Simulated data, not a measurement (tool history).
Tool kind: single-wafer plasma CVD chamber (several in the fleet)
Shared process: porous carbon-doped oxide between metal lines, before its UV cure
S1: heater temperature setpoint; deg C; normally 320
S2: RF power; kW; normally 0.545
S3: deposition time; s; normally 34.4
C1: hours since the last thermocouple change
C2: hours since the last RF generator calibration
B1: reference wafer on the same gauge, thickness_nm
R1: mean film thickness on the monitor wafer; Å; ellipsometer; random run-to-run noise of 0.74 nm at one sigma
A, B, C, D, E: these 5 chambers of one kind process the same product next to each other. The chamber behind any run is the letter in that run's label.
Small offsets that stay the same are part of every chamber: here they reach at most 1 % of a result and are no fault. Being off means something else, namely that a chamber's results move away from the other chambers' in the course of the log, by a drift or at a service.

run,hour,S1,S2,S3,C1,C2,B1,R1
1A,2.5,320,0.545,34.4,341.5,68.1,173.06,1766.0
2E,6.0,320,0.545,34.4,230.6,1096.0,172.91,1762.5
3C,8.4,320,0.545,34.4,1601.5,2164.1,172.94,1772.3
4B,11.3,320,0.545,34.4,582.9,639.0,172.89,1774.9
5D,13.8,320,0.545,34.4,243.2,624.3,172.93,1768.2
6B,17.7,320,0.545,34.4,589.3,645.4,173.07,1782.5
7A,21.5,320,0.545,34.4,360.5,87.1,173.10,1770.9
8C,25.7,320,0.545,34.4,1618.8,2181.4,173.09,1776.7
9E,28.7,320,0.545,34.4,253.3,1118.7,173.06,1770.4
10D,32.5,320,0.545,34.4,261.9,643.0,173.04,1744.3
11C,36.4,320,0.545,34.4,1629.5,2192.1,173.14,1763.2
12E,41.1,313,0.545,38.3,265.7,1131.1,172.95,2032.2
13D,43.2,313,0.545,38.3,272.6,653.7,173.10,1996.3
14A,45.9,313,0.545,38.3,384.9,111.5,172.95,2031.6
15B,48.8,313,0.545,38.3,620.4,676.5,172.96,2047.8
16B,52.3,313,0.545,38.3,623.9,680.0,173.20,2046.7
17A,55.4,320,0.545,34.4,394.4,121.0,172.75,1767.2
18E,57.4,320,0.545,34.4,282.0,1147.4,173.03,1763.8
19D,60.8,320,0.545,34.4,290.2,671.3,172.86,1728.1
20C,63.8,320,0.545,34.4,1656.9,2219.5,172.96,1772.4
21E,66.9,320,0.545,34.4,291.5,1156.9,172.90,1760.2
22C,69.3,320,0.545,34.4,1662.4,2225.0,173.18,1766.0
23B,73.2,320,0.545,34.4,644.8,700.9,173.06,1764.6
24A,75.8,320,0.545,34.4,414.8,141.4,173.03,1766.9
25D,78.5,320,0.545,34.4,307.9,689.0,172.98,1691.3
26A,82.7,320,0.545,34.4,421.7,148.3,172.86,1760.1
27B,86.5,320,0.545,34.4,658.1,714.2,172.98,1786.4
28D,88.8,320,0.545,34.4,318.2,699.3,173.16,1688.2
29E,93.3,320,0.545,34.4,317.9,1183.3,173.24,1766.5
30C,95.8,320,0.545,34.4,1688.9,2251.5,173.18,1780.1

For the next run the whole fleet of 5 chambers uses the same settings. Give each chamber's results:
31A,99.1,320,0.545,34.4,,,,?
31B,99.1,320,0.545,34.4,,,,?
31C,99.1,320,0.545,34.4,,,,?
31D,99.1,320,0.545,34.4,,,,?
31E,99.1,320,0.545,34.4,,,,?

run,R1
31A,1765.8
31B,1784.0
31C,1768.4
31D,1678.8
31E,1751.6
